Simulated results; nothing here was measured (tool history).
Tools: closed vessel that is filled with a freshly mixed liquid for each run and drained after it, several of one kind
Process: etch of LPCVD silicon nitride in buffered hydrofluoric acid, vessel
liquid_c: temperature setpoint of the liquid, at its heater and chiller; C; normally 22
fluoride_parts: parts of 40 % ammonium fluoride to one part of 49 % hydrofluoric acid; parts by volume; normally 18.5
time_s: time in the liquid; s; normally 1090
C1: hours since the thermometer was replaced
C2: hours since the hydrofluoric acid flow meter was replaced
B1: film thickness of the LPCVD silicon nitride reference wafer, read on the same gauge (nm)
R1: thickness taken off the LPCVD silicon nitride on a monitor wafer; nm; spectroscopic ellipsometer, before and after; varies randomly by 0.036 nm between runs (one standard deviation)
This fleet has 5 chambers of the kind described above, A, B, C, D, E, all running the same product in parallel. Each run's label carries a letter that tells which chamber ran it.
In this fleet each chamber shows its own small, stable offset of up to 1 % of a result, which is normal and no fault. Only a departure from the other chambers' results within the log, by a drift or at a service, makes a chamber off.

{"run": "1E", "hour": 2.3, "liquid_c": 22, "fluoride_parts": 18.5, "time_s": 1090, "C1": 1258.0, "C2": 183.5, "B1": 59.998, "R1": 7.4263}
{"run": "2C", "hour": 6.4, "liquid_c": 22, "fluoride_parts": 18.5, "time_s": 1090, "C1": 1135.5, "C2": 482.5, "B1": 60.021, "R1": 7.463}
{"hour": 7.8, "done": "chamber E: thermometer replaced"}
{"run": "3D", "hour": 9.5, "liquid_c": 22, "fluoride_parts": 18.5, "time_s": 1090, "C1": 464.8, "C2": 720.1, "B1": 60.079, "R1": 7.496}
{"run": "4B", "hour": 13.5, "liquid_c": 22, "fluoride_parts": 18.5, "time_s": 1090, "C1": 628.8, "C2": 1416.5, "B1": 60.001, "R1": 7.4252}
{"run": "5A", "hour": 16.3, "liquid_c": 22, "fluoride_parts": 18.5, "time_s": 1090, "C1": 548.9, "C2": 910.1, "B1": 60.011, "R1": 7.3667}
{"run": "6C", "hour": 20.7, "liquid_c": 22, "fluoride_parts": 18.5, "time_s": 1090, "C1": 1149.8, "C2": 496.8, "B1": 59.96, "R1": 7.4217}
{"run": "7D", "hour": 25.3, "liquid_c": 22, "fluoride_parts": 18.5, "time_s": 1090, "C1": 480.6, "C2": 735.9, "B1": 60.017, "R1": 7.4881}
{"run": "8A", "hour": 29.1, "liquid_c": 22, "fluoride_parts": 18.5, "time_s": 1090, "C1": 561.7, "C2": 922.9, "B1": 59.988, "R1": 7.3032}
{"run": "9E", "hour": 32.6, "liquid_c": 22, "fluoride_parts": 18.5, "time_s": 1090, "C1": 24.9, "C2": 213.8, "B1": 59.956, "R1": 7.4273}
{"run": "10B", "hour": 34.8, "liquid_c": 22, "fluoride_parts": 18.5, "time_s": 1090, "C1": 650.1, "C2": 1437.8, "B1": 60.012, "R1": 7.4669}
{"run": "11D", "hour": 39.9, "liquid_c": 22, "fluoride_parts": 18.5, "time_s": 1090, "C1": 495.2, "C2": 750.5, "B1": 59.988, "R1": 7.5249}
{"run": "12E", "hour": 42.6, "liquid_c": 22, "fluoride_parts": 18.5, "time_s": 1090, "C1": 34.9, "C2": 223.8, "B1": 59.986, "R1": 7.4285}
{"run": "13B", "hour": 45.8, "liquid_c": 22, "fluoride_parts": 18.5, "time_s": 1090, "C1": 661.1, "C2": 1448.8, "B1": 59.981, "R1": 7.4224}
{"run": "14A", "hour": 49.8, "liquid_c": 22, "fluoride_parts": 25.0, "time_s": 1090, "C1": 582.4, "C2": 943.6, "B1": 59.953, "R1": 5.8887}
{"run": "15C", "hour": 54.3, "liquid_c": 22, "fluoride_parts": 25.0, "time_s": 1090, "C1": 1183.4, "C2": 530.4, "B1": 60.067, "R1": 5.7829}
{"run": "16B", "hour": 57.5, "liquid_c": 22, "fluoride_parts": 25.0, "time_s": 1090, "C1": 672.8, "C2": 1460.5, "B1": 60.019, "R1": 5.8876}
{"run": "17A", "hour": 59.8, "liquid_c": 22, "fluoride_parts": 25.0, "time_s": 1090, "C1": 592.4, "C2": 953.6, "B1": 59.963, "R1": 5.8472}
{"run": "18E", "hour": 64.3, "liquid_c": 22, "fluoride_parts": 25.0, "time_s": 1090, "C1": 56.6, "C2": 245.5, "B1": 60.004, "R1": 5.9013}
{"run": "19C", "hour": 68.6, "liquid_c": 22, "fluoride_parts": 18.5, "time_s": 1090, "C1": 1197.7, "C2": 544.7, "B1": 60.009, "R1": 7.2033}
{"run": "20D", "hour": 73.2, "liquid_c": 22, "fluoride_parts": 18.5, "time_s": 1090, "C1": 528.5, "C2": 783.8, "B1": 60.001, "R1": 7.5064}
{"run": "21C", "hour": 77.8, "liquid_c": 22, "fluoride_parts": 18.5, "time_s": 1090, "C1": 1206.9, "C2": 553.9, "B1": 59.996, "R1": 7.2362}
{"run": "22A", "hour": 81.5, "liquid_c": 22, "fluoride_parts": 18.5, "time_s": 1090, "C1": 614.1, "C2": 975.3, "B1": 59.989, "R1": 7.3933}
{"run": "23B", "hour": 84.3, "liquid_c": 22, "fluoride_parts": 18.5, "time_s": 1090, "C1": 699.6, "C2": 1487.3, "B1": 60.001, "R1": 7.4195}
{"run": "24E", "hour": 89.3, "liquid_c": 22, "fluoride_parts": 18.5, "time_s": 1090, "C1": 81.6, "C2": 270.5, "B1": 60.032, "R1": 7.4197}
{"run": "25D", "hour": 93.4, "liquid_c": 22, "fluoride_parts": 18.5, "time_s": 1090, "C1": 548.7, "C2": 804.0, "B1": 60.023, "R1": 7.4625}
{"run": "26E", "hour": 97.3, "liquid_c": 22, "fluoride_parts": 18.5, "time_s": 1090, "C1": 89.6, "C2": 278.5, "B1": 59.972, "R1": 7.422}
{"run": "27A", "hour": 99.5, "liquid_c": 22, "fluoride_parts": 18.5, "time_s": 1090, "C1": 632.1, "C2": 993.3, "B1": 60.003, "R1": 7.3632}
{"run": "28B", "hour": 103.8, "liquid_c": 22, "fluoride_parts": 18.5, "time_s": 1090, "C1": 719.1, "C2": 1506.8, "B1": 60.029, "R1": 7.498}
{"run": "29D", "hour": 107.2, "liquid_c": 22, "fluoride_parts": 18.5, "time_s": 1090, "C1": 562.5, "C2": 817.8, "B1": 59.927, "R1": 7.4579}
{"run": "30C", "hour": 111.9, "liquid_c": 22, "fluoride_parts": 18.5, "time_s": 1090, "C1": 1241.0, "C2": 588.0, "B1": 60.029, "R1": 7.0628}
{"run": "31C", "hour": 114.4, "liquid_c": 22, "fluoride_parts": 18.5, "time_s": 1090, "C1": 1243.5, "C2": 590.5, "B1": 60.016, "R1": 7.0716}
{"run": "32B", "hour": 118.3, "liquid_c": 22, "fluoride_parts": 18.5, "time_s": 1090, "C1": 733.6, "C2": 1521.3, "B1": 60.025, "R1": 7.3668}
{"run": "33E", "hour": 123.3, "liquid_c": 22, "fluoride_parts": 18.5, "time_s": 1090, "C1": 115.6, "C2": 304.5, "B1": 59.992, "R1": 7.4102}
{"run": "34D", "hour": 126.8, "liquid_c": 22, "fluoride_parts": 18.5, "time_s": 1090, "C1": 582.1, "C2": 837.4, "B1": 59.952, "R1": 7.4604}
{"run": "35A", "hour": 131.7, "liquid_c": 22, "fluoride_parts": 18.5, "time_s": 1090, "C1": 664.3, "C2": 1025.5, "B1": 60.004, "R1": 7.4336}
{"run": "36C", "hour": 134.0, "liquid_c": 22, "fluoride_parts": 18.5, "time_s": 1090, "C1": 1263.1, "C2": 610.1, "B1": 60.043, "R1": 7.073}
{"run": "37D", "hour": 136.5, "liquid_c": 22, "fluoride_parts": 18.5, "time_s": 1090, "C1": 591.8, "C2": 847.1, "B1": 59.951, "R1": 7.4612}
{"run": "38B", "hour": 140.4, "liquid_c": 22, "fluoride_parts": 18.5, "time_s": 1090, "C1": 755.7, "C2": 1543.4, "B1": 59.985, "R1": 7.4656}
{"run": "39A", "hour": 143.2, "liquid_c": 22, "fluoride_parts": 18.5, "time_s": 1090, "C1": 675.8, "C2": 1037.0, "B1": 60.003, "R1": 7.3241}
{"run": "40E", "hour": 147.6, "liquid_c": 22, "fluoride_parts": 18.5, "time_s": 1090, "C1": 139.9, "C2": 328.8, "B1": 60.048, "R1": 7.4431}
{"run": "41E", "hour": 150.7, "liquid_c": 22, "fluoride_parts": 18.5, "time_s": 1090, "C1": 143.0, "C2": 331.9, "B1": 59.952, "R1": 7.4679}

All chambers now run identical settings, listed one chamber a line with results as question marks. What results will each chamber show?
{"run": "42A", "hour": 154.3, "liquid_c": 22, "fluoride_parts": 18.5, "time_s": 1090, "R1": "?"}
{"run": "42B", "hour": 154.3, "liquid_c": 22, "fluoride_parts": 18.5, "time_s": 1090, "R1": "?"}
{"run": "42C", "hour": 154.3, "liquid_c": 22, "fluoride_parts": 18.5, "time_s": 1090, "R1": "?"}
{"run": "42D", "hour": 154.3, "liquid_c": 22, "fluoride_parts": 18.5, "time_s": 1090, "R1": "?"}
{"run": "42E", "hour": 154.3, "liquid_c": 22, "fluoride_parts": 18.5, "time_s": 1090, "R1": "?"}

run=42A R1=7.2850
run=42B R1=7.4603
run=42C R1=6.9271
run=42D R1=7.4678
run=42E R1=7.3952
